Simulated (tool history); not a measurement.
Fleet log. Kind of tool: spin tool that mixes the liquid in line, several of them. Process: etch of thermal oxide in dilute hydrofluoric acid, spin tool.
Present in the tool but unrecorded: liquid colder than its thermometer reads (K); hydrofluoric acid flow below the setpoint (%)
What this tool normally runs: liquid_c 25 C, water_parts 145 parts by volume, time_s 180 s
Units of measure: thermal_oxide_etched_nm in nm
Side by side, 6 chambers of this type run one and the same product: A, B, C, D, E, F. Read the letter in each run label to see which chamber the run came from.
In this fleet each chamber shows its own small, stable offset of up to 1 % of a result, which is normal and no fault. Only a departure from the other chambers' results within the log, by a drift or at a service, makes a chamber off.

run,hour,liquid_c,water_parts,time_s,hours since the thermometer was replaced,hours since the hydrofluoric acid flow meter was replaced,"read-back film thickness of the thermal oxide reference wafer, read on the same gauge (nm)",thermal_oxide_etched_nm
1D,8.4,25,145,180,1335.8,200.3,150,5.7295
2E,14.5,25,145,180,1829.6,1217.3,149.97,5.6452
3A,20.6,25,145,180,532,757.6,150,5.6907
4F,26.2,25,145,180,358.4,867.7,149.99,5.6982
5C,31.2,25,145,180,2083.3,940.1,150,5.5416
6B,36,25,145,180,2722.8,272.6,149.99,5.6692
# hour 37.3: chamber E: hydrofluoric acid flow meter replaced
# hour 38.1: chamber A: hydrofluoric acid flow meter replaced
7F,39.7,25,145,180,371.9,881.2,150.06,5.694
8C,46.3,25,145,180,2098.4,955.2,150,5.6302
# hour 50.1: chamber C: hydrofluoric acid flow meter replaced
9B,51.9,29.5,185,180,2738.7,288.5,149.99,4.9623
10E,55.7,29.5,185,180,1870.8,18.5,150.04,5.1038
11D,61.4,29.5,185,180,1388.8,253.3,150.04,5.0851
12A,69.1,29.5,185,180,580.5,31,150,4.9843
# hour 72.8: chamber E: thermometer replaced
13E,74.4,29.5,185,180,1.7,37.2,149.99,4.9652
14C,81.5,29.5,185,180,2133.6,31.5,150.01,4.9909
15D,86.3,21.5,145,250,1413.7,278.2,150.02,6.8972
16F,93.8,21.5,145,250,426,935.3,149.99,6.7458
17B,101.9,21.5,145,250,2788.7,338.5,149.99,6.5651
18A,106.1,21.5,145,250,617.5,68,149.97,6.8139
19B,112.3,21.5,145,250,2799.1,348.9,150,6.4887
20C,119.5,21.5,145,250,2171.6,69.5,150.02,6.9382
21D,127.8,25,145,180,1455.2,319.7,150,5.7312
22A,134.2,25,145,180,645.6,96.1,150.01,5.7617
23F,138.4,25,145,180,470.6,979.9,150.01,5.7109
24E,146.7,25,145,180,74,109.5,149.98,5.7191
25C,151.5,25,145,180,2203.6,101.5,150.01,5.6319
26A,158.9,25,145,180,670.3,120.8,150.02,5.7145
27E,165.9,25,145,180,93.2,128.7,149.99,5.6118
28D,173.7,25,145,180,1501.1,365.6,149.98,5.5484
# hour 181: chamber A: thermometer replaced
29F,181.8,25,145,180,514,1023.3,150,5.5889
30B,190.2,25,145,180,2877,426.8,150,5.2377
31D,195,25,145,180,1522.4,386.9,149.97,5.633
32F,201,25,145,180,533.2,1042.5,150.02,5.639
33B,208.3,25,145,180,2895.1,444.9,149.99,5.1513
34E,213.3,21.5,145,260,140.6,176.1,149.98,7.1192
35A,218.4,21.5,145,260,37.4,180.3,150.02,7.1942
# hour 220.9: chamber C: thermometer replaced
36C,226.1,21.5,145,260,5.3,176.1,150,7.299
37E,231.9,21.5,145,260,159.2,194.7,150,7.1904
38D,239.7,21.5,145,260,1567.1,431.6,150,7.2004
# hour 244: chamber F: thermometer replaced
39F,246.8,21.5,145,260,2.9,1088.3,149.98,7.2486
40B,254.9,25,145,180,2941.7,491.5,150.03,4.9752
41C,261.3,25,145,180,40.5,211.3,149.99,5.6473
42A,266.3,25,145,180,85.3,228.2,149.99,5.6949

Is one chamber out of step, is the gauge drifting, or do the chambers differ by no more than their own small offsets? For an off chamber, give its letter and the likeliest cause.

Chamber B drifts away from the others.
Likeliest cause: hydrofluoric acid flow below the setpoint (%) = 10.6.

Which of the 4 candidates below, each the usual settings with something changed and its results left as question marks, puts chamber B back in line with what the other chambers give on the usual settings?
In line here means within this much of the mean the other chambers give on the usual settings: thermal_oxide_etched_nm 0.19 nm
43B-1,272.3,25,130,200,,,,?
43B-2,272.3,25,160,160,,,,?
43B-3,272.3,24.5,145,160,,,,?
43B-4,272.3,25,145,205,,,,?

Average result of the remaining chambers running the usual settings: thermal_oxide_etched_nm 5.6952 nm
run,thermal_oxide_etched_nm
43B-1,6.1943
43B-2,3.8891
43B-3,4.2848
43B-4,5.5943
The answer is 43B-4, which returns the chamber to within the allowed miss of the others.
